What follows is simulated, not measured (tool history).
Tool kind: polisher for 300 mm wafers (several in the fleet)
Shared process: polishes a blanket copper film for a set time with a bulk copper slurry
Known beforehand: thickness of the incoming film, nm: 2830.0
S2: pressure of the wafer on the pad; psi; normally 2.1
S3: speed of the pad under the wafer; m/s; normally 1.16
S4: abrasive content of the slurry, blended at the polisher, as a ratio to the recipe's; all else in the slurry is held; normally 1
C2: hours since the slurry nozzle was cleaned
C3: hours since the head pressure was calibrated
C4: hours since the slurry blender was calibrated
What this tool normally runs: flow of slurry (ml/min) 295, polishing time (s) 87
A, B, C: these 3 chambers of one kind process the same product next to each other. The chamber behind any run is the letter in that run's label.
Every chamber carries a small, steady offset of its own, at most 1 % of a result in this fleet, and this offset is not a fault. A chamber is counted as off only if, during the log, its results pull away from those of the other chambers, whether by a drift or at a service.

Run 1A, hour 4.1: usual settings; wafers polished on this pad 545; C2 260.5; C3 953.0; C4 185.6. Result: film removed (Å) 6204.3.
Run 2B, hour 6.1: usual settings; wafers polished on this pad 667; C2 190.5; C3 468.7; C4 97.9. Result: film removed (Å) 6246.7.
Run 3C, hour 8.0: usual settings; wafers polished on this pad 495; C2 116.2; C3 1040.0; C4 165.3. Result: film removed (Å) 6260.7.
Run 4A, hour 10.8: usual settings; wafers polished on this pad 601; C2 267.2; C3 959.7; C4 192.3. Result: film removed (Å) 6249.9.
Run 5C, hour 13.9: usual settings; wafers polished on this pad 544; C2 122.1; C3 1045.9; C4 171.2. Result: film removed (Å) 6226.2.
Run 6B, hour 16.4: usual settings; wafers polished on this pad 752; C2 200.8; C3 479.0; C4 108.2. Result: film removed (Å) 6214.8.
Run 7A, hour 18.3: usual settings; wafers polished on this pad 663; C2 274.7; C3 967.2; C4 199.8. Result: film removed (Å) 6293.9.
Run 8C, hour 21.2: usual settings; wafers polished on this pad 605; C2 129.4; C3 1053.2; C4 178.5. Result: film removed (Å) 6213.2.
Run 9B, hour 25.3: usual settings; wafers polished on this pad 825; C2 209.7; C3 487.9; C4 117.1. Result: film removed (Å) 6018.8.
Run 10C, hour 27.4: usual settings; wafers polished on this pad 656; C2 135.6; C3 1059.4; C4 184.7. Result: film removed (Å) 6153.0.
Run 11A, hour 29.6: usual settings; wafers polished on this pad 756; C2 286.0; C3 978.5; C4 211.1. Result: film removed (Å) 6202.5.
Run 12B, hour 32.3: usual settings; wafers polished on this pad 883; C2 216.7; C3 494.9; C4 124.1. Result: film removed (Å) 6013.3.
Run 13B, hour 34.2: usual settings; wafers polished on this pad 899; C2 218.6; C3 496.8; C4 126.0. Result: film removed (Å) 6025.1.
Run 14A, hour 38.1: usual settings; wafers polished on this pad 826; C2 294.5; C3 987.0; C4 219.6. Result: film removed (Å) 6255.5.
Run 15C, hour 41.1: usual settings; wafers polished on this pad 769; C2 149.3; C3 1073.1; C4 198.4. Result: film removed (Å) 6236.9.
Run 16C, hour 44.0: usual settings; wafers polished on this pad 793; C2 152.2; C3 1076.0; C4 201.3. Result: film removed (Å) 6202.9.
Run 17B, hour 47.6: usual settings; wafers polished on this pad 1010; C2 232.0; C3 510.2; C4 139.4. Result: film removed (Å) 5881.0.
Run 18A, hour 49.7: usual settings; wafers polished on this pad 922; C2 306.1; C3 998.6; C4 231.2. Result: film removed (Å) 6252.2.
Run 19A, hour 52.1: usual settings; wafers polished on this pad 942; C2 308.5; C3 1001.0; C4 233.6. Result: film removed (Å) 6235.4.
Run 20C, hour 55.2: usual settings but polishing time (s) 110; wafers polished on this pad 886; C2 163.4; C3 1087.2; C4 212.5. Result: film removed (Å) 7819.8.
Run 21B, hour 58.8: usual settings but polishing time (s) 110; wafers polished on this pad 1102; C2 243.2; C3 521.4; C4 150.6. Result: film removed (Å) 7230.9.
Run 22B, hour 61.7: usual settings but polishing time (s) 110; wafers polished on this pad 1126; C2 246.1; C3 524.3; C4 153.5. Result: film removed (Å) 7177.8.

For the next run the whole fleet of 3 chambers uses the same settings. Give each chamber's results:
Run 23A, hour 64.8: usual settings. Result: film removed (Å) ?.
Run 23B, hour 64.8: usual settings. Result: film removed (Å) ?.
Run 23C, hour 64.8: usual settings. Result: film removed (Å) ?.

run  film removed (Å)
23A            6333.4
23B            5674.7
23C            6217.3
